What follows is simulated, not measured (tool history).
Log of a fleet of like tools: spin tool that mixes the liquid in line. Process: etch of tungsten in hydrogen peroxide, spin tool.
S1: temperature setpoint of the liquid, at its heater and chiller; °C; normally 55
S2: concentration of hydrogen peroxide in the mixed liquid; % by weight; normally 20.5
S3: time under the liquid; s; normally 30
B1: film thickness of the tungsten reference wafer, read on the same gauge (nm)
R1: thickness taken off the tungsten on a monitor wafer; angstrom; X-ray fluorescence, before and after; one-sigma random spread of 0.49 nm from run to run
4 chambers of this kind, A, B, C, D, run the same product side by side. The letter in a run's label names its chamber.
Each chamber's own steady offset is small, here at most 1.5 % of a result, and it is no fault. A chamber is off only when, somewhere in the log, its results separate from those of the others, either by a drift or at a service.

run,hour,S1,S2,S3,B1,R1
1A,11.8,55,20.5,30,30.004,675.28
2B,21.2,55,20.5,30,29.989,677.03
# hour 24.2: chamber A: heated supply line repaired
3C,36.5,55,20.5,30,29.972,677.56
4D,44.2,55,20.5,30,29.993,672.5
5D,51.9,55,20.5,45,29.967,1008.1
6C,59.2,55,20.5,45,29.994,1012.2
7A,67.7,55,20.5,45,29.983,993.59
8B,76.9,55,20.5,45,30.01,1023.9
9B,88.9,55,20.5,30,30.013,679.76
# hour 99.6: chamber B: heated supply line repaired
10C,102.1,55,20.5,30,30.02,665.33
11A,112.5,55,20.5,30,30.001,667.37
12D,120.6,55,20.5,15,30.01,337.17
13D,131,55,20.5,15,30.008,334.77
14C,145.7,55,20.5,15,30.015,338.08
15A,160.4,55,20.5,15,30.01,334.14
16B,168.2,55,20.5,30,29.983,668.41
17D,176,55,20.5,30,29.995,677.3
18C,189.3,55,20.5,30,30.002,671.72
19A,204.1,55,20.5,30,29.999,668.95
# hour 206.8: chamber B: peroxide flow meter replaced
20B,218.2,64,20.5,20,29.989,754.3
# hour 223.6: chamber A: peroxide flow meter replaced
21A,230.7,64,20.5,20,29.991,751.51
22C,237.5,64,20.5,20,29.998,752.03
23B,249.4,64,20.5,20,30.01,743.26
24D,260.3,58.5,14.5,30,29.995,688.01
25A,273.7,58.5,14.5,30,29.997,688.32
# hour 278.7: chamber A: new drum of peroxide connected
26D,288.8,58.5,14.5,30,30.013,690.94
27C,297.4,58.5,14.5,30,29.996,684.98
28B,310.8,55,20.5,45,30.032,1008.9
29B,325.6,55,20.5,45,30.005,1020
30C,333.5,55,20.5,45,30.023,1002.6
31D,340.9,55,20.5,45,30.009,1002.5
32A,350,51.5,24,30,30,583.53
33C,362.6,51.5,24,30,29.982,591.02
34B,371.7,51.5,24,30,30.027,602.97
# hour 383.3: chamber D: new drum of peroxide connected
35D,385.2,51.5,24,30,30.004,589.37
36A,393.2,55,20.5,35,29.993,776.6
37D,402,55,20.5,35,29.99,787.52
38B,412.7,55,20.5,35,29.999,795.32
39A,426.1,55,20.5,35,29.999,777.2
40C,438.6,55,20.5,30,30.026,669.84
41B,448.1,55,20.5,30,29.987,673.77
42C,454.7,55,20.5,30,29.992,670.79

For the next run the whole fleet of 4 chambers uses the same settings. Give each chamber's results:
43A,465.7,55,20.5,30,,?
43B,465.7,55,20.5,30,,?
43C,465.7,55,20.5,30,,?
43D,465.7,55,20.5,30,,?

run,R1
43A,664.36
43B,677.13
43C,671.99
43D,673.97

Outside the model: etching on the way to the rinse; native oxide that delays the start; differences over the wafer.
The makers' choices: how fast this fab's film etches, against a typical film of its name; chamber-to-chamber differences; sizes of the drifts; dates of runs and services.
